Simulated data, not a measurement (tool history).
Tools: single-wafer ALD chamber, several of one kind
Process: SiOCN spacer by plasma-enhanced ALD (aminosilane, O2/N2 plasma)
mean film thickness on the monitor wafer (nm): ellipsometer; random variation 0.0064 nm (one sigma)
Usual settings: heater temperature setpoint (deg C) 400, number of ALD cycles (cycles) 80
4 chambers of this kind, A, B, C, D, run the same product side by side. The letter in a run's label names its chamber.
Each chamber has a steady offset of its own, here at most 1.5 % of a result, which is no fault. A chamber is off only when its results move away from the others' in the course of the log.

| run | hour | heater temperature setpoint (deg C) | number of ALD cycles (cycles) | read-back reference wafer on the same gauge, thickness_nm | mean film thickness on the monitor wafer (nm) |
|---|---|---|---|---|---|
| 1A | 7.7 | 400 | 80 | 4.1307 | 4.8372 |
| 2D | 15.9 | 400 | 80 | 4.1318 | 4.8581 |
| 3C | 21.4 | 400 | 80 | 4.1333 | 4.7699 |
| 4B | 27.8 | 400 | 80 | 4.1329 | 4.8566 |
| 5C | 35.3 | 400 | 80 | 4.1327 | 4.7634 |
| 6A | 39.2 | 400 | 80 | 4.1343 | 4.8406 |
| 7D | 46.3 | 400 | 80 | 4.1327 | 4.8659 |
| 8B | 53.2 | 400 | 80 | 4.1343 | 4.8549 |
| 9B | 58.8 | 400 | 80 | 4.1345 | 4.8599 |
| 10A | 65.0 | 400 | 80 | 4.1362 | 4.8464 |
| 11C | 73.6 | 400 | 80 | 4.1366 | 4.7809 |
| 12D | 80.9 | 400 | 68 | 4.1369 | 4.1391 |
| 13D | 84.8 | 400 | 68 | 4.1373 | 4.1465 |
| 14B | 91.5 | 400 | 68 | 4.1386 | 4.1276 |
| 15C | 97.7 | 400 | 68 | 4.1391 | 4.0464 |
| 16A | 105.6 | 387 | 80 | 4.1404 | 4.8502 |
| 17D | 111.8 | 387 | 80 | 4.1394 | 4.8784 |
| 18A | 118.6 | 387 | 80 | 4.1406 | 4.8567 |
| 19C | 125.4 | 387 | 80 | 4.1401 | 4.7841 |
| 20B | 131.2 | 400 | 80 | 4.1424 | 4.8502 |
| 21D | 137.0 | 400 | 80 | 4.1417 | 4.8760 |
| 22B | 142.1 | 400 | 80 | 4.1423 | 4.8599 |
| 23A | 146.0 | 409 | 74 | 4.1432 | 4.3718 |
| 24C | 154.1 | 409 | 74 | 4.1431 | 4.2983 |
| 25A | 161.4 | 409 | 74 | 4.1437 | 4.3642 |
| 26D | 170.0 | 409 | 74 | 4.1456 | 4.3907 |
| 27C | 177.2 | 400 | 80 | 4.1447 | 4.7757 |
| 28B | 181.3 | 400 | 80 | 4.1457 | 4.8533 |
| 29A | 186.4 | 400 | 80 | 4.1460 | 4.8461 |
| 30D | 191.0 | 400 | 80 | 4.1461 | 4.8755 |
| 31B | 195.7 | 400 | 80 | 4.1460 | 4.8582 |
|  | 198.8 | chamber C: thermocouple changed; heater temperature recalibrated |
| 32C | 199.8 | 400 | 80 | 4.1468 | 4.7872 |
| 33C | 204.1 | 400 | 80 | 4.1489 | 4.7747 |
| 34D | 211.3 | 400 | 80 | 4.1481 | 4.8812 |
|  | 213.3 | chamber A: thermocouple changed; heater temperature recalibrated |
| 35A | 216.1 | 405 | 80 | 4.1486 | 4.7864 |
| 36B | 222.1 | 405 | 80 | 4.1493 | 4.7946 |
| 37D | 230.6 | 405 | 80 | 4.1501 | 4.8067 |
| 38A | 239.1 | 405 | 80 | 4.1515 | 4.7920 |
| 39B | 244.4 | 412 | 80 | 4.1521 | 4.6943 |
| 40C | 248.9 | 412 | 80 | 4.1495 | 4.6120 |
| 41A | 254.5 | 412 | 80 | 4.1539 | 4.6826 |
| 42C | 259.8 | 412 | 80 | 4.1501 | 4.6077 |

Next, every chamber runs the same settings. What will each give?
| 43A | 266.1 | 400 | 80 |  | ? |
| 43B | 266.1 | 400 | 80 |  | ? |
| 43C | 266.1 | 400 | 80 |  | ? |
| 43D | 266.1 | 400 | 80 |  | ? |

| run | mean film thickness on the monitor wafer (nm) |
|---|---|
| 43A | 4.8627 |
| 43B | 4.8764 |
| 43C | 4.7966 |
| 43D | 4.9002 |

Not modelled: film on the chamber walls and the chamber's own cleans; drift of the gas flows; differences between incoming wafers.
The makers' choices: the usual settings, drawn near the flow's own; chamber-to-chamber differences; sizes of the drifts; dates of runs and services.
